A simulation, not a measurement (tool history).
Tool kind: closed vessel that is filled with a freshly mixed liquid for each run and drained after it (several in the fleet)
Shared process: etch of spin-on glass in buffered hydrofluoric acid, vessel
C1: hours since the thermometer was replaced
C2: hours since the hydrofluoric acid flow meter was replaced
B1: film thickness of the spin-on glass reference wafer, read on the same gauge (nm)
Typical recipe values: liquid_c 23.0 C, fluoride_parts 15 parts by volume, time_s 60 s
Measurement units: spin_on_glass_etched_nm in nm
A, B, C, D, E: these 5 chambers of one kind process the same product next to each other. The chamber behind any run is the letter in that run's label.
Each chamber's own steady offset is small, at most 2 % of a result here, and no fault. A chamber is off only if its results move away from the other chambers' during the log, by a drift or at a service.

run 1B hour=5.7 | liquid_c=23.0 fluoride_parts=15 time_s=60 | C1=77.2 C2=214.5 | B1=120.02 | spin_on_glass_etched_nm=90.985
run 2C hour=11.4 | liquid_c=23.0 fluoride_parts=15 time_s=60 | C1=135.8 C2=978.9 | B1=119.98 | spin_on_glass_etched_nm=91.627
run 3E hour=15.1 | liquid_c=23.0 fluoride_parts=15 time_s=60 | C1=298.4 C2=472.3 | B1=120.02 | spin_on_glass_etched_nm=94.166
run 4D hour=18.2 | liquid_c=23.0 fluoride_parts=15 time_s=60 | C1=1632.1 C2=958.5 | B1=120.00 | spin_on_glass_etched_nm=93.154
run 5A hour=23.4 | liquid_c=23.0 fluoride_parts=15 time_s=60 | C1=947.5 C2=32.4 | B1=119.98 | spin_on_glass_etched_nm=94.845
run 6D hour=27.9 | liquid_c=23.0 fluoride_parts=15 time_s=60 | C1=1641.8 C2=968.2 | B1=120.01 | spin_on_glass_etched_nm=92.989
run 7E hour=33.1 | liquid_c=23.0 fluoride_parts=15 time_s=60 | C1=316.4 C2=490.3 | B1=120.01 | spin_on_glass_etched_nm=92.965
run 8C hour=38.9 | liquid_c=23.0 fluoride_parts=15 time_s=60 | C1=163.3 C2=1006.4 | B1=120.01 | spin_on_glass_etched_nm=92.146
run 9A hour=44.0 | liquid_c=23.0 fluoride_parts=15 time_s=60 | C1=968.1 C2=53.0 | B1=119.98 | spin_on_glass_etched_nm=95.015
run 10B hour=49.2 | liquid_c=23.0 fluoride_parts=15 time_s=60 | C1=120.7 C2=258.0 | B1=120.01 | spin_on_glass_etched_nm=91.828
run 11D hour=54.4 | liquid_c=23.0 fluoride_parts=15 time_s=60 | C1=1668.3 C2=994.7 | B1=119.99 | spin_on_glass_etched_nm=92.630
run 12B hour=57.5 | liquid_c=23.0 fluoride_parts=15 time_s=60 | C1=129.0 C2=266.3 | B1=120.02 | spin_on_glass_etched_nm=92.998
run 13C hour=62.8 | liquid_c=23.0 fluoride_parts=15 time_s=60 | C1=187.2 C2=1030.3 | B1=119.98 | spin_on_glass_etched_nm=92.130
run 14A hour=65.8 | liquid_c=18.5 fluoride_parts=15 time_s=30 | C1=989.9 C2=74.8 | B1=120.01 | spin_on_glass_etched_nm=36.337
run 15E hour=71.7 | liquid_c=18.5 fluoride_parts=15 time_s=30 | C1=355.0 C2=528.9 | B1=120.01 | spin_on_glass_etched_nm=36.307
-- hour=73.6 chamber C: hydrofluoric acid flow meter replaced
run 16D hour=76.1 | liquid_c=18.5 fluoride_parts=15 time_s=30 | C1=1690.0 C2=1016.4 | B1=120.00 | spin_on_glass_etched_nm=36.301
run 17B hour=81.2 | liquid_c=18.5 fluoride_parts=15 time_s=30 | C1=152.7 C2=290.0 | B1=120.00 | spin_on_glass_etched_nm=36.377
run 18A hour=84.6 | liquid_c=18.5 fluoride_parts=15 time_s=30 | C1=1008.7 C2=93.6 | B1=120.02 | spin_on_glass_etched_nm=36.652
run 19C hour=90.3 | liquid_c=23.0 fluoride_parts=15 time_s=60 | C1=214.7 C2=16.8 | B1=120.00 | spin_on_glass_etched_nm=91.817
run 20E hour=95.6 | liquid_c=23.0 fluoride_parts=15 time_s=60 | C1=378.9 C2=552.8 | B1=119.99 | spin_on_glass_etched_nm=89.998
run 21D hour=100.0 | liquid_c=23.0 fluoride_parts=15 time_s=60 | C1=1713.9 C2=1040.3 | B1=120.02 | spin_on_glass_etched_nm=93.073
run 22B hour=104.1 | liquid_c=23.0 fluoride_parts=15 time_s=60 | C1=175.6 C2=312.9 | B1=120.01 | spin_on_glass_etched_nm=92.371
run 23E hour=109.8 | liquid_c=23.0 fluoride_parts=15 time_s=60 | C1=393.1 C2=567.0 | B1=120.00 | spin_on_glass_etched_nm=89.491
run 24A hour=116.0 | liquid_c=23.0 fluoride_parts=15 time_s=60 | C1=1040.1 C2=125.0 | B1=120.00 | spin_on_glass_etched_nm=94.304
run 25C hour=119.5 | liquid_c=26.5 fluoride_parts=18 time_s=60 | C1=243.9 C2=46.0 | B1=120.00 | spin_on_glass_etched_nm=93.474
run 26E hour=124.7 | liquid_c=26.5 fluoride_parts=18 time_s=60 | C1=408.0 C2=581.9 | B1=120.01 | spin_on_glass_etched_nm=88.344
run 27B hour=128.3 | liquid_c=26.5 fluoride_parts=18 time_s=60 | C1=199.8 C2=337.1 | B1=119.99 | spin_on_glass_etched_nm=92.981
run 28D hour=131.8 | liquid_c=26.5 fluoride_parts=18 time_s=60 | C1=1745.7 C2=1072.1 | B1=120.01 | spin_on_glass_etched_nm=93.769
run 29C hour=135.5 | liquid_c=26.5 fluoride_parts=18 time_s=60 | C1=259.9 C2=62.0 | B1=119.99 | spin_on_glass_etched_nm=93.063
run 30A hour=138.5 | liquid_c=23.0 fluoride_parts=15 time_s=60 | C1=1062.6 C2=147.5 | B1=120.01 | spin_on_glass_etched_nm=94.421
run 31E hour=142.6 | liquid_c=23.0 fluoride_parts=15 time_s=60 | C1=425.9 C2=599.8 | B1=120.03 | spin_on_glass_etched_nm=87.195
run 32C hour=145.6 | liquid_c=21.0 fluoride_parts=15 time_s=60 | C1=270.0 C2=72.1 | B1=120.01 | spin_on_glass_etched_nm=82.634
run 33D hour=148.7 | liquid_c=21.0 fluoride_parts=15 time_s=60 | C1=1762.6 C2=1089.0 | B1=120.04 | spin_on_glass_etched_nm=82.464
-- hour=149.8 chamber A: thermometer replaced
run 34A hour=155.1 | liquid_c=21.0 fluoride_parts=15 time_s=60 | C1=5.3 C2=164.1 | B1=119.98 | spin_on_glass_etched_nm=83.812

All chambers now run identical settings, listed one chamber a line with results as question marks. What results will each chamber show?
run 35A hour=159.7 | liquid_c=23.0 fluoride_parts=13 time_s=60 | spin_on_glass_etched_nm=?
run 35B hour=159.7 | liquid_c=23.0 fluoride_parts=13 time_s=60 | spin_on_glass_etched_nm=?
run 35C hour=159.7 | liquid_c=23.0 fluoride_parts=13 time_s=60 | spin_on_glass_etched_nm=?
run 35D hour=159.7 | liquid_c=23.0 fluoride_parts=13 time_s=60 | spin_on_glass_etched_nm=?
run 35E hour=159.7 | liquid_c=23.0 fluoride_parts=13 time_s=60 | spin_on_glass_etched_nm=?

run=35A spin_on_glass_etched_nm=109.260
run=35B spin_on_glass_etched_nm=106.420
run=35C spin_on_glass_etched_nm=106.040
run=35D spin_on_glass_etched_nm=106.650
run=35E spin_on_glass_etched_nm=97.340

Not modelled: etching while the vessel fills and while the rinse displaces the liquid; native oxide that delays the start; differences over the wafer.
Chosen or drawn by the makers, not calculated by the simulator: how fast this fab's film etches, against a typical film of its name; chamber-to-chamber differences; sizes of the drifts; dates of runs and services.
